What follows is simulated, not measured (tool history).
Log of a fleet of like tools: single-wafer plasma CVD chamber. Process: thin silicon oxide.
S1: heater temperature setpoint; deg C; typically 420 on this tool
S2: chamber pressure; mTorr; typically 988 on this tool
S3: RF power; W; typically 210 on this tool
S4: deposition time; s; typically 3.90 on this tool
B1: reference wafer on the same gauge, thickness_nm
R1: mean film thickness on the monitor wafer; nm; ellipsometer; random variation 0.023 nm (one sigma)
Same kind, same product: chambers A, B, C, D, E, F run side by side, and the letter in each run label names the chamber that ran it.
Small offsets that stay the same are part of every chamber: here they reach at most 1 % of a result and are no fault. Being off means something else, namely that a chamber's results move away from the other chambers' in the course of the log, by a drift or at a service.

run	hour	S1	S2	S3	S4	B1	R1
1B	6.9	420	988	210	3.90	8.5267	7.2754
2D	14.8	420	988	210	3.90	8.5259	7.2916
3F	20.3	420	988	210	3.90	8.5325	7.3003
4A	27.8	420	988	210	3.90	8.5270	7.2019
5E	32.8	420	988	210	3.90	8.5358	7.2246
6C	39.7	420	988	210	3.90	8.5307	7.2117
7A	46.9	420	988	195	3.90	8.5326	6.9907
8E	55.2	420	988	195	3.90	8.5339	6.9278
9C	60.8	420	988	195	3.90	8.5290	6.8890
10D	68.6	420	988	195	3.90	8.5255	7.0131
11B	75.4	420	988	195	3.90	8.5321	7.0322
12F	82.0	420	988	195	3.90	8.5309	7.0247
13E	90.8	420	988	210	3.90	8.5313	7.2218
14F	97.0	420	988	210	3.90	8.5287	7.2663
15B	101.8	420	988	210	3.90	8.5310	7.3600
16D	106.7	420	988	210	3.90	8.5260	7.3375
17A	115.4	420	988	210	3.38	8.5264	6.2604
18C	124.4	420	988	210	3.38	8.5318	6.2215
19C	130.5	420	988	210	3.38	8.5308	6.1854
20F	135.6	420	988	210	3.38	8.5336	6.3439
21A	139.8	420	988	210	3.38	8.5306	6.2852
22E	145.6	420	988	210	3.38	8.5353	6.3088
23B	154.8	420	988	210	3.90	8.5227	7.3986
24D	163.9	420	988	190	3.90	8.5394	6.9278
# hour 169.1: chamber C: RF generator calibrated
25F	172.7	420	988	190	3.90	8.5289	6.9696
26A	179.4	420	988	190	3.90	8.5320	6.8395
27E	185.1	420	988	190	3.90	8.5266	6.8464
28C	190.9	420	988	190	3.90	8.5256	6.7949
29B	195.1	420	988	190	3.90	8.5323	7.0321
30D	200.5	420	988	210	3.90	8.5315	7.2909
31E	206.8	420	988	210	3.90	8.5326	7.2448
32C	213.8	420	988	210	3.90	8.5255	7.1838
33F	220.8	420	988	210	3.90	8.5251	7.2833
34B	226.9	434	1174	210	3.90	8.5342	8.2152
35A	233.9	434	1174	210	3.90	8.5327	8.0101
36D	239.4	434	1174	210	3.90	8.5250	8.0554
37B	245.1	434	1174	210	3.90	8.5274	8.2477
38C	250.1	434	1174	210	3.90	8.5413	7.9584
39D	254.4	434	1174	210	3.90	8.5281	8.0887
40F	261.3	420	988	210	3.90	8.5242	7.2620
41A	268.7	420	988	210	3.90	8.5267	7.2295

Has any chamber moved away from the others, gradually or after a service, or does the common gauge drift, or do the chambers differ only by their own small steady offsets? State the chamber and the most likely cause if one applies.

It is chamber B that slowly wanders off from its peers.
Cause: true pressure above the setpoint (%) = 3.53.

Below are 4 candidate recipes for chamber B's next run, each the usual settings with a change, their results shown as question marks. Which of them brings B's results back in line with what the other chambers give on the usual settings?
A result is in line if it is within this distance of the other chambers' mean on the usual settings: R1 0.0810 nm
42B-1	275.5	420	970	210	3.84		?
42B-2	275.5	420	988	225	3.90		?
42B-3	275.5	420	961	205	3.80		?
42B-4	275.5	419	988	235	3.90		?

Other chambers, usual settings, mean: R1 7.2384 nm
run	R1
42B-1	7.2326
42B-2	7.6802
42B-3	7.0277
42B-4	7.8418
42B-1 brings the chamber back in line.

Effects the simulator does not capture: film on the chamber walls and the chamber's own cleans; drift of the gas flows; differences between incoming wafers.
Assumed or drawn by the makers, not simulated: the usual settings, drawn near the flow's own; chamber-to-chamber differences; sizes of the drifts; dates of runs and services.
